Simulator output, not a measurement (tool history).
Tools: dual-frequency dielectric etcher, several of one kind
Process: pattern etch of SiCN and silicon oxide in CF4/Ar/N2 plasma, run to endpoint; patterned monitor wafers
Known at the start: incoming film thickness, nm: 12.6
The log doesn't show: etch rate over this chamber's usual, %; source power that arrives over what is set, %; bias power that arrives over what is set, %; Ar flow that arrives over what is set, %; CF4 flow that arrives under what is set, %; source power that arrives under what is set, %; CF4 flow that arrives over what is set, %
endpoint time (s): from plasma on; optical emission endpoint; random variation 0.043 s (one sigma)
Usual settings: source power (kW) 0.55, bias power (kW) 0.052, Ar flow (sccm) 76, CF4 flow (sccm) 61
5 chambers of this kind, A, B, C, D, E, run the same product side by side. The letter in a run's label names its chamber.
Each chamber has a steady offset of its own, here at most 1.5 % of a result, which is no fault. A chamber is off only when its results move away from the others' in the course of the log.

run,hour,source power (kW),bias power (kW),Ar flow (sccm),CF4 flow (sccm),hours since the last wet clean,hours since the last source power generator calibration,hours since the last bias power generator calibration,hours since the last Ar flow controller change,hours since the last CF4 flow controller change,endpoint time (s)
1E,4.8,0.55,0.052,76,61,42.8,1877.5,2407.1,2149.7,517.3,13.288
2B,11.2,0.55,0.052,76,61,359.5,2329.4,3369,3022.3,2980.9,13.348
3D,16.9,0.55,0.052,76,61,296.2,1553.5,1289.6,641.9,2993.7,13.169
4A,21.4,0.55,0.052,76,61,496.6,577.3,1623.1,618.1,3708.6,13.378
# hour 22.7: chamber A: wet clean of the chamber
5C,28,0.55,0.052,76,61,488.2,2139.1,469.9,1379.9,344,13.439
6C,34.2,0.55,0.052,76,61,494.4,2145.3,476.1,1386.1,350.2,13.452
7D,40.7,0.55,0.052,76,61,320,1577.3,1313.4,665.7,3017.5,13.202
8E,44.1,0.55,0.052,76,61,82.1,1916.8,2446.4,2189,556.6,13.325
9A,48.3,0.55,0.052,76,61,25.6,604.2,1650,645,3735.5,13.295
10B,54.7,0.55,0.052,76,61,403,2372.9,3412.5,3065.8,3024.4,13.385
11A,57.6,0.43,0.052,76,69,34.9,613.5,1659.3,654.3,3744.8,16.249
12D,64.2,0.43,0.052,76,69,343.5,1600.8,1336.9,689.2,3041,16.063
13B,69.1,0.43,0.052,76,69,417.4,2387.3,3426.9,3080.2,3038.8,16.262
14C,74.9,0.43,0.052,76,69,535.1,2186,516.8,1426.8,390.9,16.552
15E,80.9,0.43,0.052,76,69,118.9,1953.6,2483.2,2225.8,593.4,16.172
16B,85.2,0.55,0.052,76,61,433.5,2403.4,3443,3096.3,3054.9,13.285
17D,89.4,0.55,0.052,76,61,368.7,1626,1362.1,714.4,3066.2,13.239
18E,92.8,0.55,0.052,76,61,130.8,1965.5,2495.1,2237.7,605.3,13.412
19A,97.6,0.55,0.052,76,61,74.9,653.5,1699.3,694.3,3784.8,13.355
20C,100.9,0.55,0.052,76,61,561.1,2212,542.8,1452.8,416.9,13.415
21E,105.3,0.55,0.052,76,61,143.3,1978,2507.6,2250.2,617.8,13.29
22A,110.7,0.55,0.052,76,61,88,666.6,1712.4,707.4,3797.9,13.331
23D,115.1,0.55,0.052,76,61,394.4,1651.7,1387.8,740.1,3091.9,13.137
24C,118.2,0.55,0.052,76,61,578.4,2229.3,560.1,1470.1,434.2,13.486
# hour 123.3: chamber B: CF4 flow controller replaced
25B,123.9,0.55,0.052,66,69,472.2,2442.1,3481.7,3135,0.7,12.722
26C,127.2,0.55,0.052,66,69,587.4,2238.3,569.1,1479.1,443.2,12.938
27B,132.1,0.55,0.052,66,69,480.4,2450.3,3489.9,3143.2,8.9,12.762
28A,138.4,0.55,0.052,66,69,115.7,694.3,1740.1,735.1,3825.6,12.816
29D,144.1,0.55,0.052,66,69,423.4,1680.7,1416.8,769.1,3120.9,12.56
# hour 144.4: chamber C: wet clean of the chamber
30E,149,0.63,0.052,76,61,187,2021.7,2551.3,2293.9,661.5,11.855
31D,155.5,0.63,0.052,76,61,434.8,1692.1,1428.2,780.5,3132.3,11.547
32B,161.6,0.63,0.052,76,61,509.9,2479.8,3519.4,3172.7,38.4,11.752
33A,164.9,0.63,0.052,76,61,142.2,720.8,1766.6,761.6,3852.1,11.824
34E,168.7,0.63,0.052,76,61,206.7,2041.4,2571,2313.6,681.2,11.857
# hour 170.1: chamber C: source power generator calibrated
35C,174.2,0.55,0.052,76,61,29.8,4.1,616.1,1526.1,490.2,13.433

Next, every chamber runs the same settings. What will each give?
36A,178.9,0.55,0.052,76,61,,,,,,?
36B,178.9,0.55,0.052,76,61,,,,,,?
36C,178.9,0.55,0.052,76,61,,,,,,?
36D,178.9,0.55,0.052,76,61,,,,,,?
36E,178.9,0.55,0.052,76,61,,,,,,?

run,endpoint time (s)
36A,13.303
36B,13.313
36C,13.429
36D,12.99
36E,13.31

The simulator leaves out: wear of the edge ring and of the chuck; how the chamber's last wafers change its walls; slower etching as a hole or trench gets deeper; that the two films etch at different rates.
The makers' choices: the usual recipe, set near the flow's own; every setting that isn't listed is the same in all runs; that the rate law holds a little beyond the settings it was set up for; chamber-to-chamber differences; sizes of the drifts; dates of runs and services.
